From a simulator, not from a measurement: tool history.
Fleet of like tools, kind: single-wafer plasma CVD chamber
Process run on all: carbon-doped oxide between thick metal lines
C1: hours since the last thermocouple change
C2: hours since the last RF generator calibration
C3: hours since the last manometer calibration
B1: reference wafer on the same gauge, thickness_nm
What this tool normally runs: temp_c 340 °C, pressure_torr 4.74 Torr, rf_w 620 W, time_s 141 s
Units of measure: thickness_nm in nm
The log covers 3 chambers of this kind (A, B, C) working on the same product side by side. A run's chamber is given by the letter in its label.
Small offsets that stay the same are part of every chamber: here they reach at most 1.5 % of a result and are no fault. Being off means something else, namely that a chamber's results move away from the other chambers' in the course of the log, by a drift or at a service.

run 1C hour=14.5 | temp_c=340 pressure_torr=4.74 rf_w=620 time_s=141 | C1=422.9 C2=207.0 C3=463.8 | B1=768.20 | thickness_nm=817.15
run 2A hour=28.3 | temp_c=340 pressure_torr=4.74 rf_w=620 time_s=141 | C1=170.9 C2=238.9 C3=1003.4 | B1=768.67 | thickness_nm=817.97
run 3B hour=35.2 | temp_c=340 pressure_torr=4.74 rf_w=620 time_s=141 | C1=2111.7 C2=589.8 C3=1137.8 | B1=768.56 | thickness_nm=819.27
run 4B hour=47.8 | temp_c=340 pressure_torr=4.74 rf_w=620 time_s=141 | C1=2124.3 C2=602.4 C3=1150.4 | B1=768.49 | thickness_nm=819.39
run 5C hour=56.0 | temp_c=340 pressure_torr=4.74 rf_w=620 time_s=141 | C1=464.4 C2=248.5 C3=505.3 | B1=768.25 | thickness_nm=818.07
run 6A hour=68.5 | temp_c=340 pressure_torr=4.74 rf_w=620 time_s=141 | C1=211.1 C2=279.1 C3=1043.6 | B1=768.71 | thickness_nm=817.88
run 7B hour=81.3 | temp_c=340 pressure_torr=4.74 rf_w=620 time_s=141 | C1=2157.8 C2=635.9 C3=1183.9 | B1=769.06 | thickness_nm=820.88
run 8A hour=91.4 | temp_c=340 pressure_torr=4.74 rf_w=620 time_s=141 | C1=234.0 C2=302.0 C3=1066.5 | B1=769.11 | thickness_nm=819.44
run 9C hour=100.0 | temp_c=340 pressure_torr=4.74 rf_w=620 time_s=141 | C1=508.4 C2=292.5 C3=549.3 | B1=769.17 | thickness_nm=818.66
run 10B hour=115.5 | temp_c=340 pressure_torr=4.74 rf_w=620 time_s=141 | C1=2192.0 C2=670.1 C3=1218.1 | B1=769.31 | thickness_nm=823.74
run 11A hour=126.5 | temp_c=340 pressure_torr=4.74 rf_w=670 time_s=141 | C1=269.1 C2=337.1 C3=1101.6 | B1=769.57 | thickness_nm=855.87
run 12C hour=137.2 | temp_c=340 pressure_torr=4.74 rf_w=670 time_s=141 | C1=545.6 C2=329.7 C3=586.5 | B1=769.51 | thickness_nm=858.13
run 13A hour=144.6 | temp_c=340 pressure_torr=4.74 rf_w=670 time_s=141 | C1=287.2 C2=355.2 C3=1119.7 | B1=769.65 | thickness_nm=856.90
run 14C hour=159.0 | temp_c=340 pressure_torr=4.74 rf_w=620 time_s=141 | C1=567.4 C2=351.5 C3=608.3 | B1=769.60 | thickness_nm=818.41
run 15B hour=168.5 | temp_c=340 pressure_torr=4.74 rf_w=620 time_s=141 | C1=2245.0 C2=723.1 C3=1271.1 | B1=769.46 | thickness_nm=822.75
run 16B hour=181.2 | temp_c=340 pressure_torr=4.74 rf_w=620 time_s=141 | C1=2257.7 C2=735.8 C3=1283.8 | B1=769.54 | thickness_nm=822.77
run 17C hour=196.4 | temp_c=340 pressure_torr=4.74 rf_w=685 time_s=153 | C1=604.8 C2=388.9 C3=645.7 | B1=769.82 | thickness_nm=944.18
run 18A hour=206.6 | temp_c=340 pressure_torr=4.74 rf_w=685 time_s=153 | C1=349.2 C2=417.2 C3=1181.7 | B1=770.01 | thickness_nm=941.54
run 19C hour=220.3 | temp_c=340 pressure_torr=4.74 rf_w=685 time_s=153 | C1=628.7 C2=412.8 C3=669.6 | B1=770.33 | thickness_nm=942.51
run 20B hour=233.6 | temp_c=340 pressure_torr=4.74 rf_w=620 time_s=141 | C1=2310.1 C2=788.2 C3=1336.2 | B1=770.01 | thickness_nm=821.14
run 21A hour=241.2 | temp_c=340 pressure_torr=4.74 rf_w=620 time_s=141 | C1=383.8 C2=451.8 C3=1216.3 | B1=770.67 | thickness_nm=819.04
-- hour=246.9 chamber A: capacitance manometer re-zeroed and calibrated
run 22B hour=254.4 | temp_c=340 pressure_torr=3.87 rf_w=620 time_s=153 | C1=2330.9 C2=809.0 C3=1357.0 | B1=770.58 | thickness_nm=864.79
run 23C hour=266.0 | temp_c=340 pressure_torr=3.87 rf_w=620 time_s=153 | C1=674.4 C2=458.5 C3=715.3 | B1=770.69 | thickness_nm=863.88
run 24A hour=281.0 | temp_c=340 pressure_torr=3.87 rf_w=620 time_s=153 | C1=423.6 C2=491.6 C3=34.1 | B1=771.19 | thickness_nm=860.49
-- hour=292.8 chamber B: thermocouple changed; heater temperature recalibrated
run 25B hour=296.3 | temp_c=340 pressure_torr=4.74 rf_w=620 time_s=141 | C1=3.6 C2=850.9 C3=1398.9 | B1=771.09 | thickness_nm=822.77
run 26C hour=311.9 | temp_c=340 pressure_torr=4.74 rf_w=545 time_s=125 | C1=720.3 C2=504.4 C3=761.2 | B1=770.70 | thickness_nm=676.16
run 27A hour=320.9 | temp_c=340 pressure_torr=4.74 rf_w=545 time_s=125 | C1=463.5 C2=531.5 C3=74.0 | B1=771.26 | thickness_nm=673.62
run 28C hour=331.8 | temp_c=340 pressure_torr=4.74 rf_w=545 time_s=125 | C1=740.2 C2=524.3 C3=781.1 | B1=770.88 | thickness_nm=674.41
run 29B hour=344.9 | temp_c=340 pressure_torr=4.74 rf_w=620 time_s=141 | C1=52.2 C2=899.5 C3=1447.5 | B1=771.30 | thickness_nm=824.27
run 30A hour=359.3 | temp_c=340 pressure_torr=4.74 rf_w=620 time_s=141 | C1=501.9 C2=569.9 C3=112.4 | B1=771.65 | thickness_nm=820.36
run 31B hour=375.2 | temp_c=340 pressure_torr=5.87 rf_w=620 time_s=141 | C1=82.5 C2=929.8 C3=1477.8 | B1=771.53 | thickness_nm=847.84
run 32A hour=382.7 | temp_c=340 pressure_torr=5.87 rf_w=620 time_s=141 | C1=525.3 C2=593.3 C3=135.8 | B1=771.49 | thickness_nm=847.42
run 33C hour=394.3 | temp_c=340 pressure_torr=5.87 rf_w=620 time_s=141 | C1=802.7 C2=586.8 C3=843.6 | B1=771.79 | thickness_nm=847.90
run 34B hour=402.6 | temp_c=340 pressure_torr=4.74 rf_w=620 time_s=141 | C1=109.9 C2=957.2 C3=1505.2 | B1=771.86 | thickness_nm=823.51
run 35C hour=410.4 | temp_c=340 pressure_torr=4.74 rf_w=620 time_s=141 | C1=818.8 C2=602.9 C3=859.7 | B1=772.10 | thickness_nm=823.29
run 36A hour=426.3 | temp_c=340 pressure_torr=4.74 rf_w=620 time_s=141 | C1=568.9 C2=636.9 C3=179.4 | B1=772.14 | thickness_nm=819.77
run 37C hour=435.5 | temp_c=340 pressure_torr=4.74 rf_w=620 time_s=141 | C1=843.9 C2=628.0 C3=884.8 | B1=772.12 | thickness_nm=822.48
run 38B hour=449.7 | temp_c=340 pressure_torr=4.74 rf_w=620 time_s=141 | C1=157.0 C2=1004.3 C3=1552.3 | B1=772.24 | thickness_nm=825.34
run 39A hour=457.2 | temp_c=340 pressure_torr=4.74 rf_w=620 time_s=141 | C1=599.8 C2=667.8 C3=210.3 | B1=772.42 | thickness_nm=821.38
run 40A hour=469.7 | temp_c=340 pressure_torr=4.74 rf_w=620 time_s=141 | C1=612.3 C2=680.3 C3=222.8 | B1=772.35 | thickness_nm=819.36
-- hour=477.0 chamber B: capacitance manometer re-zeroed and calibrated
run 41C hour=477.0 | temp_c=340 pressure_torr=4.74 rf_w=620 time_s=141 | C1=885.4 C2=669.5 C3=926.3 | B1=772.56 | thickness_nm=821.38
run 42B hour=492.5 | temp_c=340 pressure_torr=4.74 rf_w=620 time_s=141 | C1=199.8 C2=1047.1 C3=15.5 | B1=772.80 | thickness_nm=827.52
run 43B hour=503.1 | temp_c=340 pressure_torr=4.74 rf_w=620 time_s=141 | C1=210.4 C2=1057.7 C3=26.1 | B1=773.23 | thickness_nm=823.56
run 44A hour=512.5 | temp_c=340 pressure_torr=4.74 rf_w=680 time_s=141 | C1=655.1 C2=723.1 C3=265.6 | B1=772.62 | thickness_nm=867.69

Next, all 3 chambers run the settings below, one line each with question marks for the results. What does each chamber give?
run 45A hour=524.0 | temp_c=355 pressure_torr=4.74 rf_w=620 time_s=141 | thickness_nm=?
run 45B hour=524.0 | temp_c=355 pressure_torr=4.74 rf_w=620 time_s=141 | thickness_nm=?
run 45C hour=524.0 | temp_c=355 pressure_torr=4.74 rf_w=620 time_s=141 | thickness_nm=?

run=45A thickness_nm=791.24
run=45B thickness_nm=793.94
run=45C thickness_nm=791.81
